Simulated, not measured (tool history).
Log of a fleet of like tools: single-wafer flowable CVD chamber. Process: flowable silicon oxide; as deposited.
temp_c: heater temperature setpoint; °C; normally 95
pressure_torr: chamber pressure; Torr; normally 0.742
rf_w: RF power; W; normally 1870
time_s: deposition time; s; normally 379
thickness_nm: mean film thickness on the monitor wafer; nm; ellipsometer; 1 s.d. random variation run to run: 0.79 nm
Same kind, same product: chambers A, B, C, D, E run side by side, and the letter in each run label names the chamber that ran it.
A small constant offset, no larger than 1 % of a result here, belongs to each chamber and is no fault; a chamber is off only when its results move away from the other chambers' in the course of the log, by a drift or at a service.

run,hour,temp_c,pressure_torr,rf_w,time_s,"read-back reference wafer on the same gauge, thickness_nm",thickness_nm
1A,8.2,95,0.742,1870,379,206.96,243.55
2C,18.6,95,0.742,1870,379,207.02,241.09
3E,28.8,95,0.742,1870,379,207.04,241.51
4B,42.7,95,0.742,1870,379,206.96,242.98
5D,58.6,95,0.742,1870,379,207.1,243.21
6C,66.1,95,0.742,1870,379,207.17,242.63
7D,74.7,95,0.742,1870,420,207.1,269.61
8B,83.3,95,0.742,1870,420,207.29,268.29
9E,91.4,95,0.742,1870,420,207.05,268.28
10A,99.4,95,0.742,1870,420,206.97,272
11D,110.3,95,0.742,1870,420,207.03,268.53
12A,123.3,95,0.742,1870,379,206.92,245.11
13B,132.2,95,0.742,1870,379,207.05,242.36
14E,145.5,95,0.742,1870,379,207.08,241.87
15C,158.3,95,0.742,1870,379,207.03,242.56
16E,165.5,95,0.742,1870,379,206.87,242.38
17C,175.2,95,0.742,1870,379,206.88,242.12
18D,189.9,95,0.571,1870,379,206.84,170.67
19A,205,95,0.571,1870,379,206.89,169.76
20B,216.5,95,0.571,1870,379,206.83,169.76
21B,229.7,95,0.571,1870,379,206.97,168.96
22D,245.7,95,0.571,1870,379,207.07,170.32
23E,258.3,95,0.742,1870,379,206.97,242.78
24A,265.6,95,0.742,1870,379,206.84,245.42
25C,280.4,88,0.742,1870,379,206.97,299.56
# hour 283.3: chamber B: RF generator calibrated
26E,290.1,88,0.742,1870,379,206.85,303.93
27D,297.5,88,0.742,1870,379,207.11,304.84
28C,305.9,88,0.742,1870,379,206.97,298.47
29A,321.3,88,0.742,1870,379,207.13,306.05
30B,329.1,95,0.742,1870,379,207.23,242.51
31C,337.3,95,0.742,1870,379,207.01,238.21
32B,347.2,95,0.742,1870,379,207.1,241.94
33D,363.2,95,0.742,1870,379,207.01,242.55
34A,372.8,106,0.742,1870,453,207.1,202.91
# hour 375.4: chamber C: capacitance manometer re-zeroed and calibrated
35E,380.5,106,0.742,1870,453,207.05,201.28
36C,393.5,106,0.742,1870,453,206.96,194.88
37E,404.8,106,0.742,1870,453,206.95,202.56
38A,414.5,106,0.742,1870,453,206.99,203.3
39B,428.1,95,0.742,1870,379,207.06,241.31
40D,443,95,0.742,1870,379,206.95,243.95
41D,455.3,95,0.742,1870,379,207.07,242.73

Next, every chamber runs the same settings. What will each give?
42A,467.1,89,0.742,1870,379,,?
42B,467.1,89,0.742,1870,379,,?
42C,467.1,89,0.742,1870,379,,?
42D,467.1,89,0.742,1870,379,,?
42E,467.1,89,0.742,1870,379,,?

run,thickness_nm
42A,297.51
42B,295.01
42C,284.44
42D,296.73
42E,293.21
